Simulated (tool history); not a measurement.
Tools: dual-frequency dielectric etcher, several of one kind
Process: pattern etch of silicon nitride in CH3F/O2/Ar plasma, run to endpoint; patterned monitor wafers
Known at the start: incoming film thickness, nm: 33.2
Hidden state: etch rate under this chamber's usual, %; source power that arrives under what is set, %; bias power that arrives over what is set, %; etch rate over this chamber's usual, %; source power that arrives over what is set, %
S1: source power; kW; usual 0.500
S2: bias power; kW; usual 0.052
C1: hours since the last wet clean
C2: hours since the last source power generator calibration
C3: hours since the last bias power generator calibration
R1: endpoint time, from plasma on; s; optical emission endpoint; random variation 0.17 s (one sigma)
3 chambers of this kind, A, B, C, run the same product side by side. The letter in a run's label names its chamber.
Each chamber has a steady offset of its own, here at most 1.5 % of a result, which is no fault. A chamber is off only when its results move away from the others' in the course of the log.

run 1B hour=4.5 | S1=0.500 S2=0.052 | C1=179.8 C2=819.9 C3=2969.0 | R1=48.305
run 2C hour=7.8 | S1=0.500 S2=0.052 | C1=409.6 C2=3265.7 C3=3222.8 | R1=49.794
run 3A hour=12.3 | S1=0.500 S2=0.052 | C1=276.2 C2=3921.2 C3=618.6 | R1=48.351
run 4A hour=14.6 | S1=0.500 S2=0.052 | C1=278.5 C2=3923.5 C3=620.9 | R1=48.573
run 5B hour=16.8 | S1=0.460 S2=0.057 | C1=192.1 C2=832.2 C3=2981.3 | R1=48.812
run 6C hour=20.4 | S1=0.460 S2=0.057 | C1=422.2 C2=3278.3 C3=3235.4 | R1=50.207
run 7A hour=23.5 | S1=0.460 S2=0.057 | C1=287.4 C2=3932.4 C3=629.8 | R1=48.738
run 8C hour=26.6 | S1=0.500 S2=0.052 | C1=428.4 C2=3284.5 C3=3241.6 | R1=49.872
run 9B hour=30.7 | S1=0.500 S2=0.052 | C1=206.0 C2=846.1 C3=2995.2 | R1=48.718
run 10B hour=33.9 | S1=0.500 S2=0.052 | C1=209.2 C2=849.3 C3=2998.4 | R1=48.438
run 11A hour=37.5 | S1=0.500 S2=0.052 | C1=301.4 C2=3946.4 C3=643.8 | R1=48.362
run 12C hour=39.7 | S1=0.500 S2=0.052 | C1=441.5 C2=3297.6 C3=3254.7 | R1=49.680
run 13B hour=43.0 | S1=0.500 S2=0.052 | C1=218.3 C2=858.4 C3=3007.5 | R1=48.410
run 14C hour=46.6 | S1=0.500 S2=0.052 | C1=448.4 C2=3304.5 C3=3261.6 | R1=49.818
run 15A hour=49.3 | S1=0.500 S2=0.052 | C1=313.2 C2=3958.2 C3=655.6 | R1=49.195
run 16B hour=51.8 | S1=0.500 S2=0.043 | C1=227.1 C2=867.2 C3=3016.3 | R1=51.345
run 17C hour=54.9 | S1=0.500 S2=0.043 | C1=456.7 C2=3312.8 C3=3269.9 | R1=52.588
run 18A hour=59.1 | S1=0.500 S2=0.043 | C1=323.0 C2=3968.0 C3=665.4 | R1=52.368
run 19A hour=63.4 | S1=0.500 S2=0.052 | C1=327.3 C2=3972.3 C3=669.7 | R1=49.470
run 20C hour=67.5 | S1=0.500 S2=0.052 | C1=469.3 C2=3325.4 C3=3282.5 | R1=49.934
run 21B hour=69.6 | S1=0.500 S2=0.052 | C1=244.9 C2=885.0 C3=3034.1 | R1=48.865
run 22A hour=73.4 | S1=0.500 S2=0.052 | C1=337.3 C2=3982.3 C3=679.7 | R1=50.054
run 23B hour=75.8 | S1=0.500 S2=0.042 | C1=251.1 C2=891.2 C3=3040.3 | R1=52.122
run 24C hour=79.8 | S1=0.500 S2=0.042 | C1=481.6 C2=3337.7 C3=3294.8 | R1=52.931
run 25C hour=84.3 | S1=0.500 S2=0.042 | C1=486.1 C2=3342.2 C3=3299.3 | R1=53.325
-- hour=85.2 chamber A: source power generator calibrated
run 26A hour=88.6 | S1=0.500 S2=0.052 | C1=352.5 C2=3.4 C3=694.9 | R1=50.927
run 27B hour=90.9 | S1=0.500 S2=0.052 | C1=266.2 C2=906.3 C3=3055.4 | R1=48.408

What goes on in this fleet: one chamber off, a drifting gauge, or nothing beyond the chambers' own small offsets? Name the chamber and the cause, if any.

Chamber A drifts away from the others.
Cause: etch rate under this chamber's usual, % = 4.68.

Here are 4 candidates for chamber A's next run, each the usual settings with a change, their results left as question marks. Which one brings its results back in line with what the others give on the usual settings?
In line means no further than this from the other chambers' mean on the usual settings: R1 0.600 s
run 28A-1 hour=94.2 | S1=0.550 S2=0.052 | R1=?
run 28A-2 hour=94.2 | S1=0.500 S2=0.049 | R1=?
run 28A-3 hour=94.2 | S1=0.450 S2=0.052 | R1=?
run 28A-4 hour=94.2 | S1=0.520 S2=0.052 | R1=?

The other chambers' mean on the usual settings: R1 49.134 s
run=28A-1 R1=49.058
run=28A-2 R1=51.892
run=28A-3 R1=53.128
run=28A-4 R1=50.164
28A-1 brings the chamber back in line.
